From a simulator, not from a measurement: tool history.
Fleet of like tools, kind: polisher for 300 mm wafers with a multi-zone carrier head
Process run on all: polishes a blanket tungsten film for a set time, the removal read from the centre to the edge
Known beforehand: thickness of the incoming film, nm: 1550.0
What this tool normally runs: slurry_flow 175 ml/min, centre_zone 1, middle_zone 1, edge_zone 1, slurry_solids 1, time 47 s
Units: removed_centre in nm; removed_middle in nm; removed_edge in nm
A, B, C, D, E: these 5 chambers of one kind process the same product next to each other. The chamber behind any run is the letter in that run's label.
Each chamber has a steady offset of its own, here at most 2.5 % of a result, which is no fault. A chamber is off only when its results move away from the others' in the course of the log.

run 1E hour=6.9 | slurry_flow=175 centre_zone=1 middle_zone=1 edge_zone=1 slurry_solids=1 time=47 | removed_centre=261.76 removed_middle=257.89 removed_edge=258.02
run 2A hour=11.9 | slurry_flow=175 centre_zone=1 middle_zone=1 edge_zone=1 slurry_solids=1 time=47 | removed_centre=258.08 removed_middle=258.55 removed_edge=258.89
-- hour=17.2 chamber B: worn pad replaced by a new one
run 3B hour=17.8 | slurry_flow=175 centre_zone=1 middle_zone=1 edge_zone=1 slurry_solids=1 time=47 | removed_centre=260.08 removed_middle=256.84 removed_edge=256.81
run 4C hour=22.5 | slurry_flow=175 centre_zone=1 middle_zone=1 edge_zone=1 slurry_solids=1 time=47 | removed_centre=254.78 removed_middle=257.27 removed_edge=255.51
run 5D hour=30.2 | slurry_flow=175 centre_zone=1 middle_zone=1 edge_zone=1 slurry_solids=1 time=47 | removed_centre=253.04 removed_middle=251.94 removed_edge=252.79
-- hour=33.6 chamber C: worn pad replaced by a new one
-- hour=34.3 chamber E: worn pad replaced by a new one
run 6B hour=40.2 | slurry_flow=175 centre_zone=1 middle_zone=1 edge_zone=1 slurry_solids=1 time=47 | removed_centre=255.98 removed_middle=255.28 removed_edge=259.28
run 7C hour=48.3 | slurry_flow=175 centre_zone=1 middle_zone=1 edge_zone=1 slurry_solids=1 time=47 | removed_centre=252.65 removed_middle=257.62 removed_edge=253.97
-- hour=54.7 chamber B: slurry nozzle cleaned
run 8E hour=57.3 | slurry_flow=175 centre_zone=1 middle_zone=1 edge_zone=1 slurry_solids=1 time=47 | removed_centre=254.72 removed_middle=258.46 removed_edge=258.27
run 9D hour=65.5 | slurry_flow=175 centre_zone=1 middle_zone=1 edge_zone=1 slurry_solids=1 time=47 | removed_centre=251.02 removed_middle=252.93 removed_edge=250.7
-- hour=73 chamber A: slurry nozzle cleaned
run 10A hour=75 | slurry_flow=175 centre_zone=1 middle_zone=1 edge_zone=1 slurry_solids=1 time=47 | removed_centre=262.61 removed_middle=258.31 removed_edge=259.73
run 11D hour=82.1 | slurry_flow=175 centre_zone=1 middle_zone=1 edge_zone=1 slurry_solids=1 time=47 | removed_centre=252.78 removed_middle=250.98 removed_edge=252.78
-- hour=85 chamber D: worn pad replaced by a new one
run 12B hour=89.6 | slurry_flow=175 centre_zone=1 middle_zone=1 edge_zone=1 slurry_solids=1 time=47 | removed_centre=255.97 removed_middle=252.6 removed_edge=259.38
run 13E hour=100.3 | slurry_flow=175 centre_zone=0.9 middle_zone=1 edge_zone=1 slurry_solids=1 time=59 | removed_centre=291.41 removed_middle=327.45 removed_edge=326.21
run 14A hour=106.7 | slurry_flow=175 centre_zone=0.9 middle_zone=1 edge_zone=1 slurry_solids=1 time=59 | removed_centre=288 removed_middle=325.07 removed_edge=322.22
run 15C hour=113.3 | slurry_flow=175 centre_zone=0.9 middle_zone=1 edge_zone=1 slurry_solids=1 time=59 | removed_centre=281 removed_middle=314.67 removed_edge=320.09
-- hour=117.6 chamber A: worn pad replaced by a new one
-- hour=122.8 chamber C: edge zone pressure recalibrated
run 16E hour=123.7 | slurry_flow=175 centre_zone=0.9 middle_zone=1 edge_zone=1 slurry_solids=1 time=59 | removed_centre=286.76 removed_middle=331.51 removed_edge=323.8
-- hour=125 chamber E: centre zone pressure recalibrated
-- hour=127 chamber C: worn pad replaced by a new one
run 17B hour=132.6 | slurry_flow=175 centre_zone=0.9 middle_zone=1 edge_zone=1 slurry_solids=1 time=59 | removed_centre=288.66 removed_middle=319.75 removed_edge=323.51
-- hour=135 chamber E: slurry nozzle cleaned
run 18C hour=140.7 | slurry_flow=175 centre_zone=1 middle_zone=1 edge_zone=1 slurry_solids=1 time=47 | removed_centre=249.6 removed_middle=258.85 removed_edge=251.22
run 19A hour=149.2 | slurry_flow=175 centre_zone=1 middle_zone=1 edge_zone=1 slurry_solids=1.15 time=47 | removed_centre=268.33 removed_middle=268.12 removed_edge=271.01
-- hour=152.6 chamber A: centre zone pressure recalibrated
run 20D hour=158.9 | slurry_flow=175 centre_zone=1 middle_zone=1 edge_zone=1 slurry_solids=1.15 time=47 | removed_centre=251.86 removed_middle=256.26 removed_edge=256.7
run 21C hour=168.7 | slurry_flow=175 centre_zone=1 middle_zone=1 edge_zone=1 slurry_solids=1.15 time=47 | removed_centre=265.99 removed_middle=259.16 removed_edge=260.5
-- hour=169.9 chamber E: worn pad replaced by a new one
run 22D hour=175.4 | slurry_flow=175 centre_zone=1 middle_zone=1 edge_zone=1 slurry_solids=1.15 time=47 | removed_centre=250.19 removed_middle=254.99 removed_edge=257.85
run 23E hour=181.3 | slurry_flow=175 centre_zone=1 middle_zone=1 edge_zone=1 slurry_solids=1.15 time=47 | removed_centre=267.08 removed_middle=271.38 removed_edge=268.93
-- hour=185.6 chamber D: worn pad replaced by a new one
run 24B hour=187.8 | slurry_flow=175 centre_zone=1.07 middle_zone=1 edge_zone=1 slurry_solids=1 time=47 | removed_centre=280.61 removed_middle=257.64 removed_edge=257.39
run 25A hour=197.4 | slurry_flow=175 centre_zone=1.07 middle_zone=1 edge_zone=1 slurry_solids=1 time=47 | removed_centre=277.1 removed_middle=262.01 removed_edge=262.96
run 26C hour=203.3 | slurry_flow=175 centre_zone=1.07 middle_zone=1 edge_zone=1 slurry_solids=1 time=47 | removed_centre=272.45 removed_middle=255.82 removed_edge=255.28
run 27D hour=212.9 | slurry_flow=175 centre_zone=1.07 middle_zone=1 edge_zone=1 slurry_solids=1 time=47 | removed_centre=260.33 removed_middle=247.03 removed_edge=245.57
run 28E hour=223.5 | slurry_flow=175 centre_zone=1.07 middle_zone=1 edge_zone=1 slurry_solids=1 time=47 | removed_centre=276.08 removed_middle=266.74 removed_edge=253.26
-- hour=231.5 chamber A: worn pad replaced by a new one
run 29A hour=234.1 | slurry_flow=175 centre_zone=1 middle_zone=1 edge_zone=1 slurry_solids=1.25 time=47 | removed_centre=278.13 removed_middle=272.83 removed_edge=271.22
-- hour=237.6 chamber B: worn pad replaced by a new one
run 30B hour=242.2 | slurry_flow=175 centre_zone=1 middle_zone=1 edge_zone=1 slurry_solids=1.25 time=47 | removed_centre=273.33 removed_middle=271.76 removed_edge=269.18
run 31E hour=252 | slurry_flow=175 centre_zone=1 middle_zone=1 edge_zone=1 slurry_solids=1.25 time=47 | removed_centre=271.58 removed_middle=277.32 removed_edge=272.36

Each of the 5 chambers runs these same settings next. Fill in every chamber's results:
run 32A hour=259.7 | slurry_flow=175 centre_zone=1 middle_zone=1 edge_zone=1 slurry_solids=1 time=54 | removed_centre=? removed_middle=? removed_edge=?
run 32B hour=259.7 | slurry_flow=175 centre_zone=1 middle_zone=1 edge_zone=1 slurry_solids=1 time=54 | removed_centre=? removed_middle=? removed_edge=?
run 32C hour=259.7 | slurry_flow=175 centre_zone=1 middle_zone=1 edge_zone=1 slurry_solids=1 time=54 | removed_centre=? removed_middle=? removed_edge=?
run 32D hour=259.7 | slurry_flow=175 centre_zone=1 middle_zone=1 edge_zone=1 slurry_solids=1 time=54 | removed_centre=? removed_middle=? removed_edge=?
run 32E hour=259.7 | slurry_flow=175 centre_zone=1 middle_zone=1 edge_zone=1 slurry_solids=1 time=54 | removed_centre=? removed_middle=? removed_edge=?

run=32A removed_centre=296.03 removed_middle=299.16 removed_edge=299.55
run=32B removed_centre=296.33 removed_middle=293.68 removed_edge=295.04
run=32C removed_centre=290.04 removed_middle=291.97 removed_edge=292.26
run=32D removed_centre=269.81 removed_middle=274.51 removed_edge=280.18
run=32E removed_centre=293.07 removed_middle=307.25 removed_edge=295.27
